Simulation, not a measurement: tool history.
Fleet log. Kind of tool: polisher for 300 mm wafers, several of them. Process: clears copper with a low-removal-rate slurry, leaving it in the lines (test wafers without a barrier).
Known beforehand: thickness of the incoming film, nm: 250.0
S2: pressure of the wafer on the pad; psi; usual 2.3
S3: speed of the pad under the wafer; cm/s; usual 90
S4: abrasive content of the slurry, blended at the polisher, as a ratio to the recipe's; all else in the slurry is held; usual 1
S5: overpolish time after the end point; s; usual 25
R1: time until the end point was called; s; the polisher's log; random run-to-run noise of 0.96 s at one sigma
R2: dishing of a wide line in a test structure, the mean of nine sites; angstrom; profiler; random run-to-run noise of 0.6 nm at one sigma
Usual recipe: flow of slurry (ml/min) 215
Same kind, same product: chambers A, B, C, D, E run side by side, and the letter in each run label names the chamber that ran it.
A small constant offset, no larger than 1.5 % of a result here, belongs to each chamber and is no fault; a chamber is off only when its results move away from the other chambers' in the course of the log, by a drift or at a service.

run 1E day=0.6 | flow_of_slurry_(ml/min)=215 S2=2.3 S3=90 S4=1 S5=25 | R1=99.984 R2=392.47
-- day=0.646 chamber C: worn pad replaced by a new one
run 2B day=0.896 | flow_of_slurry_(ml/min)=215 S2=2.3 S3=90 S4=1 S5=25 | R1=101.62 R2=396.98
-- day=0.975 chamber A: slurry nozzle cleaned
-- day=1.138 chamber A: slurry blender recalibrated
run 3A day=1.188 | flow_of_slurry_(ml/min)=215 S2=2.3 S3=90 S4=1 S5=25 | R1=99.048 R2=400.42
-- day=1.542 chamber C: slurry blender recalibrated
run 4D day=1.679 | flow_of_slurry_(ml/min)=215 S2=2.3 S3=90 S4=1 S5=25 | R1=100.21 R2=394.6
-- day=2.154 chamber D: slurry blender recalibrated
-- day=2.183 chamber B: slurry blender recalibrated
run 5C day=2.275 | flow_of_slurry_(ml/min)=215 S2=2.3 S3=90 S4=0.75 S5=11 | R1=106.03 R2=185.2
-- day=2.292 chamber A: worn pad replaced by a new one
run 6D day=2.738 | flow_of_slurry_(ml/min)=215 S2=2.3 S3=90 S4=0.75 S5=11 | R1=107.06 R2=184.57
-- day=2.95 chamber C: slurry nozzle cleaned
-- day=3.062 chamber E: worn pad replaced by a new one
-- day=3.133 chamber A: head pressure recalibrated
run 7C day=3.292 | flow_of_slurry_(ml/min)=215 S2=2.3 S3=90 S4=0.75 S5=11 | R1=106.18 R2=186.32
run 8B day=3.683 | flow_of_slurry_(ml/min)=215 S2=2.3 S3=90 S4=0.75 S5=11 | R1=107.08 R2=190.91
-- day=3.95 chamber B: worn pad replaced by a new one
run 9A day=3.971 | flow_of_slurry_(ml/min)=215 S2=2.3 S3=90 S4=0.75 S5=11 | R1=105.2 R2=187.2
run 10E day=4.475 | flow_of_slurry_(ml/min)=215 S2=2.3 S3=90 S4=1 S5=25 | R1=98.863 R2=387.22
run 11A day=4.983 | flow_of_slurry_(ml/min)=215 S2=2.3 S3=90 S4=1 S5=15 | R1=98.772 R2=268.28
run 12E day=5.446 | flow_of_slurry_(ml/min)=215 S2=2.3 S3=90 S4=1 S5=15 | R1=100.54 R2=258.81
-- day=5.783 chamber A: worn pad replaced by a new one
run 13C day=5.888 | flow_of_slurry_(ml/min)=215 S2=2.3 S3=90 S4=1 S5=15 | R1=101.22 R2=262.18
-- day=6.021 chamber B: slurry nozzle cleaned
-- day=6.275 chamber C: worn pad replaced by a new one
run 14B day=6.438 | flow_of_slurry_(ml/min)=215 S2=2.3 S3=90 S4=1 S5=15 | R1=100.11 R2=261.54
run 15D day=6.796 | flow_of_slurry_(ml/min)=215 S2=2.3 S3=90 S4=1 S5=15 | R1=99.171 R2=259.98
run 16C day=7.221 | flow_of_slurry_(ml/min)=215 S2=2.3 S3=90 S4=1 S5=25 | R1=98.964 R2=386.97
-- day=7.467 chamber E: worn pad replaced by a new one
-- day=7.692 chamber B: worn pad replaced by a new one
run 17A day=7.788 | flow_of_slurry_(ml/min)=215 S2=2.3 S3=90 S4=1 S5=25 | R1=98.834 R2=384.64
run 18D day=8.325 | flow_of_slurry_(ml/min)=215 S2=2.3 S3=90 S4=1 S5=25 | R1=102.76 R2=386.35
run 19B day=8.692 | flow_of_slurry_(ml/min)=215 S2=2.3 S3=90 S4=1 S5=25 | R1=101.44 R2=400.16
-- day=8.775 chamber B: head pressure recalibrated
run 20E day=9.288 | flow_of_slurry_(ml/min)=215 S2=2.3 S3=90 S4=1 S5=25 | R1=100.08 R2=398.23
run 21A day=9.596 | flow_of_slurry_(ml/min)=215 S2=2.3 S3=90 S4=1 S5=25 | R1=99.645 R2=400.4
-- day=9.712 chamber A: worn pad replaced by a new one
run 22B day=10.025 | flow_of_slurry_(ml/min)=215 S2=2.3 S3=90 S4=1 S5=25 | R1=100.89 R2=400.28
-- day=10.179 chamber C: slurry blender recalibrated
run 23E day=10.4 | flow_of_slurry_(ml/min)=215 S2=2.3 S3=90 S4=1 S5=25 | R1=100.82 R2=393.98
run 24D day=10.7 | flow_of_slurry_(ml/min)=215 S2=2.3 S3=90 S4=1 S5=25 | R1=102.7 R2=380.5
-- day=10.8 chamber A: slurry blender recalibrated
run 25C day=11 | flow_of_slurry_(ml/min)=215 S2=2.3 S3=90 S4=1 S5=25 | R1=99.696 R2=395.5
-- day=11.012 chamber E: worn pad replaced by a new one
-- day=11.083 chamber B: slurry blender recalibrated
run 26A day=11.396 | flow_of_slurry_(ml/min)=215 S2=2.3 S3=90 S4=1 S5=25 | R1=99.45 R2=398.08
-- day=11.483 chamber C: worn pad replaced by a new one
run 27C day=11.658 | flow_of_slurry_(ml/min)=215 S2=2.3 S3=90 S4=1 S5=25 | R1=99.828 R2=389.38
-- day=12.054 chamber B: worn pad replaced by a new one
run 28B day=12.238 | flow_of_slurry_(ml/min)=215 S2=2.3 S3=120 S4=1 S5=25 | R1=74.53 R2=491.9
run 29D day=12.525 | flow_of_slurry_(ml/min)=215 S2=2.3 S3=120 S4=1 S5=25 | R1=80.869 R2=479.39
run 30E day=12.992 | flow_of_slurry_(ml/min)=215 S2=2.3 S3=120 S4=1 S5=25 | R1=74.414 R2=469.66
run 31D day=13.392 | flow_of_slurry_(ml/min)=215 S2=2.3 S3=120 S4=1 S5=25 | R1=78.752 R2=444.93
-- day=13.579 chamber A: worn pad replaced by a new one
-- day=13.808 chamber E: slurry blender recalibrated
run 32A day=13.992 | flow_of_slurry_(ml/min)=215 S2=2.3 S3=120 S4=1 S5=25 | R1=74.306 R2=498.01
run 33B day=14.45 | flow_of_slurry_(ml/min)=215 S2=2.3 S3=90 S4=1 S5=25 | R1=99.112 R2=385.38
-- day=14.838 chamber E: worn pad replaced by a new one
run 34E day=14.962 | flow_of_slurry_(ml/min)=215 S2=2.3 S3=90 S4=1 S5=25 | R1=99.865 R2=390.1

Decide between three cases: one chamber stands off from its peers, the gauge reading all wafers drifts, or nothing is wrong past each chamber's small offset. Where a chamber is off, say which and what most likely put it there.

Little by little, chamber D moves away from the other chambers.
Likeliest cause: removal rate lost through wear of the pad, % = 8.81.
Not necessarily distinguishable in this log from: slurry flow missing at the pad, %; head's pressure below its setpoint, %; abrasive missing from the slurry, %.

Which of the 4 candidates below, each the usual settings with something changed and its results left as question marks, puts chamber D back in line with what the other chambers give on the usual settings?
In-line tolerance around the mean of the other chambers on the usual settings: R1 3.4 s; R2 21 angstrom
run 35D-1 day=15.4 | flow_of_slurry_(ml/min)=215 S2=2.4 S3=94 S4=1 S5=25 | R1=? R2=?
run 35D-2 day=15.4 | flow_of_slurry_(ml/min)=215 S2=2.2 S3=86 S4=1 S5=25 | R1=? R2=?
run 35D-3 day=15.4 | flow_of_slurry_(ml/min)=215 S2=2.1 S3=84 S4=1 S5=26 | R1=? R2=?
run 35D-4 day=15.4 | flow_of_slurry_(ml/min)=215 S2=2.5 S3=96 S4=1 S5=25 | R1=? R2=?

Mean of the other chambers on the usual settings: R1 99.885 s; R2 393.16 angstrom
run=35D-1 R1=100.14 R2=389.56
run=35D-2 R1=119.28 R2=336.84
run=35D-3 R1=127.9 R2=327.42
run=35D-4 R1=94.155 R2=410.03
35D-1 is the one that brings the chamber's results back in line with the other chambers.
